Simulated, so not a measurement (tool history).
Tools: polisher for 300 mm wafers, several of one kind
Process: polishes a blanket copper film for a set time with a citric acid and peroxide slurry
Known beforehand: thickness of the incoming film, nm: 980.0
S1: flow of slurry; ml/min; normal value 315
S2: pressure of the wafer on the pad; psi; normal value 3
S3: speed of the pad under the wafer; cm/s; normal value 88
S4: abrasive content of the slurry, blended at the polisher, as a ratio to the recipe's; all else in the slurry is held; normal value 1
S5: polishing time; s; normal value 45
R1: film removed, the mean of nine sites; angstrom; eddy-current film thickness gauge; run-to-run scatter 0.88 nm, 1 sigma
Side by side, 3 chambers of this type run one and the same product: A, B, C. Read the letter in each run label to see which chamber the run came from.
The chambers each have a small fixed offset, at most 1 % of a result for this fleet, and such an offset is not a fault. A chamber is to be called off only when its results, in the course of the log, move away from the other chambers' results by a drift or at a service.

Run 1A, hour 9.9: usual settings. Result: R1 881.16 angstrom.
At hour 14.6: chamber B: worn pad replaced by a new one.
Run 2C, hour 18.7: usual settings. Result: R1 883.24 angstrom.
Run 3B, hour 24.8: usual settings. Result: R1 887.57 angstrom.
At hour 25.5: chamber C: worn pad replaced by a new one.
Run 4B, hour 31.7: usual settings. Result: R1 883 angstrom.
At hour 35.7: chamber A: worn pad replaced by a new one.
At hour 36.1: chamber C: slurry blender recalibrated.
Run 5A, hour 39.2: usual settings. Result: R1 884.85 angstrom.
At hour 43.1: chamber A: slurry blender recalibrated.
Run 6C, hour 47: usual settings. Result: R1 877.1 angstrom.
Run 7A, hour 54.9: usual settings. Result: R1 863.6 angstrom.
Run 8B, hour 61.2: usual settings. Result: R1 872.54 angstrom.
Run 9C, hour 73.8: usual settings. Result: R1 884.08 angstrom.
At hour 80.6: chamber B: worn pad replaced by a new one.
Run 10B, hour 83.2: usual settings but S1 250 ml/min. Result: R1 872.03 angstrom.
Run 11C, hour 89.5: usual settings but S1 250 ml/min. Result: R1 851.61 angstrom.
Run 12A, hour 97.4: usual settings but S1 250 ml/min. Result: R1 864.74 angstrom.
At hour 98: chamber B: slurry nozzle cleaned.
At hour 105.5: chamber A: worn pad replaced by a new one.
Run 13C, hour 106.1: usual settings but S5 54 s. Result: R1 1063.4 angstrom.
Run 14B, hour 114.6: usual settings but S5 54 s. Result: R1 1051.9 angstrom.
Run 15A, hour 124.5: usual settings but S5 54 s. Result: R1 1048 angstrom.
At hour 126: chamber C: worn pad replaced by a new one.
Run 16B, hour 133.8: usual settings. Result: R1 874.82 angstrom.
At hour 140.3: chamber B: worn pad replaced by a new one.
Run 17A, hour 142.1: usual settings. Result: R1 867.29 angstrom.
At hour 146.7: chamber A: slurry nozzle cleaned.
Run 18C, hour 150.2: usual settings. Result: R1 898.5 angstrom.
Run 19B, hour 156.7: usual settings but S1 420 ml/min, S3 62 cm/s. Result: R1 637.85 angstrom.
At hour 168.4: chamber A: worn pad replaced by a new one.
Run 20C, hour 170.2: usual settings but S1 420 ml/min, S3 62 cm/s. Result: R1 629.72 angstrom.
Run 21A, hour 178.3: usual settings but S1 420 ml/min, S3 62 cm/s. Result: R1 604.65 angstrom.
Run 22C, hour 187.2: usual settings but S2 3.8 psi, S3 108 cm/s. Result: R1 1383.5 angstrom.
At hour 192.6: chamber A: slurry blender recalibrated.
Run 23A, hour 195.3: usual settings but S2 3.8 psi, S3 108 cm/s. Result: R1 1296.1 angstrom.
At hour 197.5: chamber B: slurry blender recalibrated.
At hour 199.4: chamber B: worn pad replaced by a new one.
Run 24B, hour 203.8: usual settings but S2 3.8 psi, S3 108 cm/s. Result: R1 1377.5 angstrom.
Run 25A, hour 213.4: usual settings. Result: R1 839.45 angstrom.
Run 26C, hour 223.4: usual settings. Result: R1 900.06 angstrom.
At hour 228.2: chamber A: worn pad replaced by a new one.
At hour 235: chamber C: worn pad replaced by a new one.
Run 27B, hour 235.7: usual settings but S1 400 ml/min, S2 3.3 psi. Result: R1 964.01 angstrom.
Run 28C, hour 242.5: usual settings but S1 400 ml/min, S2 3.3 psi. Result: R1 994.91 angstrom.
Run 29B, hour 248.6: usual settings but S1 400 ml/min, S2 3.3 psi. Result: R1 989.04 angstrom.
Run 30A, hour 257.8: usual settings. Result: R1 816.77 angstrom.
At hour 261.6: chamber C: head pressure recalibrated.
At hour 265: chamber B: worn pad replaced by a new one.
Run 31C, hour 265.7: usual settings. Result: R1 886.65 angstrom.
Run 32B, hour 273.9: usual settings. Result: R1 883.71 angstrom.
Run 33A, hour 280.7: usual settings. Result: R1 816.22 angstrom.
At hour 285: chamber C: slurry blender recalibrated.
Run 34A, hour 291.5: usual settings. Result: R1 800.71 angstrom.
Run 35B, hour 298.6: usual settings but S2 3.6 psi, S5 56 s. Result: R1 1298.4 angstrom.
At hour 304.2: chamber A: worn pad replaced by a new one.
Run 36C, hour 306.5: usual settings but S2 3.6 psi, S5 56 s. Result: R1 1309.8 angstrom.
Run 37C, hour 314.5: usual settings but S2 3.6 psi, S5 56 s. Result: R1 1319.4 angstrom.
At hour 321.8: chamber A: slurry blender recalibrated.
Run 38B, hour 323.8: usual settings. Result: R1 881.52 angstrom.
Run 39A, hour 336.4: usual settings. Result: R1 794.46 angstrom.

All 3 chambers run these settings next. Forecast each chamber's results:
Run 40A, hour 346.3: usual settings. Result: R1 ?.
Run 40B, hour 346.3: usual settings. Result: R1 ?.
Run 40C, hour 346.3: usual settings. Result: R1 ?.

run      R1
40A  802.99
40B  876.24
40C  884.99
